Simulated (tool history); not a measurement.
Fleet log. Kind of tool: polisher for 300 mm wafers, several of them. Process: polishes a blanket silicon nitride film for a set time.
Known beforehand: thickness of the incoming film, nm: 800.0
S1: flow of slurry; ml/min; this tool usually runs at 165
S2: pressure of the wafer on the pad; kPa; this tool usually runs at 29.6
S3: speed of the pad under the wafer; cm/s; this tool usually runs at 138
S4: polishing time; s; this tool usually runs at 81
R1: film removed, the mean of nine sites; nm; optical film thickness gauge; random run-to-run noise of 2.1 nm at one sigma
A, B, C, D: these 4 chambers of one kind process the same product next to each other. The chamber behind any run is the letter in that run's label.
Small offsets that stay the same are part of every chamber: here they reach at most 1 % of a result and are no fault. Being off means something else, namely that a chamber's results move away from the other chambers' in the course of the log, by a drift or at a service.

{"run": "1B", "day": 0.104, "S1": 165, "S2": 29.6, "S3": 138, "S4": 81, "R1": 222.69}
{"run": "2A", "day": 0.279, "S1": 165, "S2": 29.6, "S3": 138, "S4": 81, "R1": 225.53}
{"run": "3D", "day": 0.396, "S1": 165, "S2": 29.6, "S3": 138, "S4": 81, "R1": 223.13}
{"run": "4C", "day": 0.538, "S1": 165, "S2": 29.6, "S3": 138, "S4": 81, "R1": 227.04}
{"run": "5D", "day": 0.729, "S1": 165, "S2": 29.6, "S3": 138, "S4": 81, "R1": 228.12}
{"run": "6B", "day": 0.958, "S1": 165, "S2": 29.6, "S3": 138, "S4": 81, "R1": 225.17}
{"day": 0.979, "done": "chamber C: worn pad replaced by a new one"}
{"run": "7C", "day": 1.138, "S1": 165, "S2": 29.6, "S3": 138, "S4": 81, "R1": 224.29}
{"day": 1.183, "done": "chamber D: slurry nozzle cleaned"}
{"run": "8A", "day": 1.35, "S1": 165, "S2": 29.6, "S3": 138, "S4": 81, "R1": 225.59}
{"run": "9D", "day": 1.521, "S1": 165, "S2": 29.6, "S3": 138, "S4": 81, "R1": 224.86}
{"run": "10B", "day": 1.638, "S1": 165, "S2": 29.6, "S3": 138, "S4": 81, "R1": 217.11}
{"run": "11C", "day": 1.742, "S1": 165, "S2": 29.6, "S3": 138, "S4": 81, "R1": 226.61}
{"day": 1.75, "done": "chamber D: worn pad replaced by a new one"}
{"run": "12A", "day": 1.883, "S1": 165, "S2": 29.6, "S3": 138, "S4": 81, "R1": 227.77}
{"run": "13C", "day": 2.042, "S1": 165, "S2": 29.6, "S3": 138, "S4": 81, "R1": 224.06}
{"run": "14B", "day": 2.167, "S1": 165, "S2": 29.6, "S3": 138, "S4": 103, "R1": 282.91}
{"run": "15A", "day": 2.267, "S1": 165, "S2": 29.6, "S3": 138, "S4": 103, "R1": 289.34}
{"run": "16D", "day": 2.45, "S1": 165, "S2": 29.6, "S3": 138, "S4": 103, "R1": 283.05}
{"run": "17B", "day": 2.667, "S1": 165, "S2": 29.6, "S3": 138, "S4": 103, "R1": 282.99}
{"run": "18D", "day": 2.817, "S1": 165, "S2": 29.6, "S3": 138, "S4": 81, "R1": 228.2}
{"run": "19A", "day": 3.038, "S1": 165, "S2": 29.6, "S3": 138, "S4": 81, "R1": 222.77}
{"run": "20C", "day": 3.217, "S1": 165, "S2": 29.6, "S3": 138, "S4": 81, "R1": 228.32}
{"run": "21C", "day": 3.4, "S1": 165, "S2": 29.6, "S3": 138, "S4": 81, "R1": 224.93}
{"day": 3.508, "done": "chamber B: worn pad replaced by a new one"}
{"run": "22D", "day": 3.542, "S1": 165, "S2": 29.6, "S3": 138, "S4": 81, "R1": 224.0}
{"run": "23B", "day": 3.712, "S1": 165, "S2": 29.6, "S3": 118, "S4": 81, "R1": 198.86}
{"run": "24A", "day": 3.942, "S1": 165, "S2": 29.6, "S3": 118, "S4": 81, "R1": 195.34}
{"run": "25A", "day": 4.117, "S1": 165, "S2": 29.6, "S3": 118, "S4": 81, "R1": 193.47}
{"run": "26D", "day": 4.321, "S1": 165, "S2": 29.6, "S3": 118, "S4": 81, "R1": 196.99}
{"run": "27B", "day": 4.479, "S1": 165, "S2": 29.6, "S3": 138, "S4": 81, "R1": 223.59}
{"run": "28C", "day": 4.638, "S1": 165, "S2": 29.6, "S3": 138, "S4": 81, "R1": 230.24}
{"run": "29B", "day": 4.854, "S1": 165, "S2": 29.6, "S3": 138, "S4": 81, "R1": 224.67}
{"run": "30C", "day": 5.083, "S1": 165, "S2": 29.6, "S3": 138, "S4": 81, "R1": 224.22}
{"day": 5.158, "done": "chamber D: worn pad replaced by a new one"}
{"run": "31A", "day": 5.242, "S1": 165, "S2": 29.6, "S3": 138, "S4": 81, "R1": 211.32}
{"run": "32D", "day": 5.408, "S1": 165, "S2": 29.6, "S3": 138, "S4": 81, "R1": 226.09}
{"run": "33B", "day": 5.533, "S1": 165, "S2": 22.8, "S3": 138, "S4": 105, "R1": 224.51}
{"run": "34C", "day": 5.692, "S1": 165, "S2": 22.8, "S3": 138, "S4": 105, "R1": 226.99}
{"run": "35D", "day": 5.912, "S1": 165, "S2": 22.8, "S3": 138, "S4": 105, "R1": 227.49}
{"run": "36A", "day": 6.021, "S1": 165, "S2": 22.8, "S3": 138, "S4": 105, "R1": 214.47}
{"run": "37D", "day": 6.221, "S1": 165, "S2": 29.6, "S3": 138, "S4": 81, "R1": 227.66}
{"run": "38C", "day": 6.421, "S1": 165, "S2": 29.6, "S3": 138, "S4": 99, "R1": 279.5}
{"run": "39B", "day": 6.596, "S1": 165, "S2": 29.6, "S3": 138, "S4": 99, "R1": 271.8}
{"run": "40A", "day": 6.733, "S1": 165, "S2": 29.6, "S3": 138, "S4": 99, "R1": 254.43}

The same settings go to every chamber for the next run, one line per chamber below. Forecast the results for each:
{"run": "41A", "day": 6.896, "S1": 165, "S2": 29.6, "S3": 138, "S4": 81, "R1": "?"}
{"run": "41B", "day": 6.896, "S1": 165, "S2": 29.6, "S3": 138, "S4": 81, "R1": "?"}
{"run": "41C", "day": 6.896, "S1": 165, "S2": 29.6, "S3": 138, "S4": 81, "R1": "?"}
{"run": "41D", "day": 6.896, "S1": 165, "S2": 29.6, "S3": 138, "S4": 81, "R1": "?"}

run=41A R1=206.37
run=41B R1=224.85
run=41C R1=225.35
run=41D R1=226.78
